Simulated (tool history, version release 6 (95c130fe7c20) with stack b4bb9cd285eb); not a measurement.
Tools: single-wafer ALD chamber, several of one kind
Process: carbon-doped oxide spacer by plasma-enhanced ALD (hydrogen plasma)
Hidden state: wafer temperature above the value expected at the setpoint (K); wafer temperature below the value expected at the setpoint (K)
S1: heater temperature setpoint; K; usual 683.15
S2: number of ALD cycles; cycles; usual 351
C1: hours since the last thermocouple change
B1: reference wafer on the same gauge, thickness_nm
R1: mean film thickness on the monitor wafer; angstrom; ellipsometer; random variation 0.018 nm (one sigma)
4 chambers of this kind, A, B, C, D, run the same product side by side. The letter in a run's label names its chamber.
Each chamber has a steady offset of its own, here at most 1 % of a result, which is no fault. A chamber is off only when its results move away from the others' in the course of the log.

run 1B hour=2.9 | S1=683.15 S2=351 | C1=1796.9 | B1=14.400 | R1=170.04
run 2D hour=6.2 | S1=683.15 S2=351 | C1=124.1 | B1=14.403 | R1=171.10
-- hour=9.2 chamber B: thermocouple changed; heater temperature recalibrated
run 3A hour=9.8 | S1=683.15 S2=351 | C1=212.7 | B1=14.406 | R1=170.38
run 4C hour=15.0 | S1=683.15 S2=351 | C1=44.6 | B1=14.411 | R1=169.92
run 5A hour=18.4 | S1=683.15 S2=351 | C1=221.3 | B1=14.408 | R1=170.51
run 6C hour=23.0 | S1=683.15 S2=351 | C1=52.6 | B1=14.412 | R1=169.80
run 7B hour=26.2 | S1=683.15 S2=351 | C1=17.1 | B1=14.415 | R1=170.53
run 8D hour=31.4 | S1=674.15 S2=351 | C1=149.3 | B1=14.418 | R1=176.46
run 9C hour=34.7 | S1=674.15 S2=351 | C1=64.3 | B1=14.421 | R1=174.71
run 10A hour=39.4 | S1=674.15 S2=351 | C1=242.3 | B1=14.421 | R1=175.15
run 11D hour=43.7 | S1=674.15 S2=351 | C1=161.6 | B1=14.426 | R1=176.53
run 12B hour=46.3 | S1=683.15 S2=351 | C1=37.2 | B1=14.424 | R1=170.44
run 13B hour=50.8 | S1=683.15 S2=351 | C1=41.7 | B1=14.429 | R1=170.41
run 14A hour=55.9 | S1=683.15 S2=351 | C1=258.8 | B1=14.438 | R1=170.68
run 15C hour=60.2 | S1=694.15 S2=326 | C1=89.8 | B1=14.437 | R1=152.52
run 16D hour=63.6 | S1=694.15 S2=326 | C1=181.5 | B1=14.440 | R1=154.27
run 17A hour=68.3 | S1=694.15 S2=326 | C1=271.2 | B1=14.442 | R1=153.04
run 18C hour=70.7 | S1=694.15 S2=326 | C1=100.3 | B1=14.441 | R1=152.79
run 19D hour=74.4 | S1=683.15 S2=351 | C1=192.3 | B1=14.446 | R1=171.60
run 20B hour=79.4 | S1=683.15 S2=284 | C1=70.3 | B1=14.449 | R1=138.13
run 21A hour=83.7 | S1=683.15 S2=284 | C1=286.6 | B1=14.452 | R1=138.06
run 22C hour=87.5 | S1=683.15 S2=284 | C1=117.1 | B1=14.454 | R1=137.83
run 23D hour=90.2 | S1=683.15 S2=284 | C1=208.1 | B1=14.455 | R1=139.23
run 24B hour=93.4 | S1=683.15 S2=351 | C1=84.3 | B1=14.462 | R1=170.87
run 25A hour=97.6 | S1=683.15 S2=351 | C1=300.5 | B1=14.461 | R1=171.19

All 4 chambers run these settings next. Forecast each chamber's results:
run 26A hour=101.4 | S1=683.15 S2=304 | R1=?
run 26B hour=101.4 | S1=683.15 S2=304 | R1=?
run 26C hour=101.4 | S1=683.15 S2=304 | R1=?
run 26D hour=101.4 | S1=683.15 S2=304 | R1=?

run=26A R1=147.98
run=26B R1=147.55
run=26C R1=147.54
run=26D R1=149.22

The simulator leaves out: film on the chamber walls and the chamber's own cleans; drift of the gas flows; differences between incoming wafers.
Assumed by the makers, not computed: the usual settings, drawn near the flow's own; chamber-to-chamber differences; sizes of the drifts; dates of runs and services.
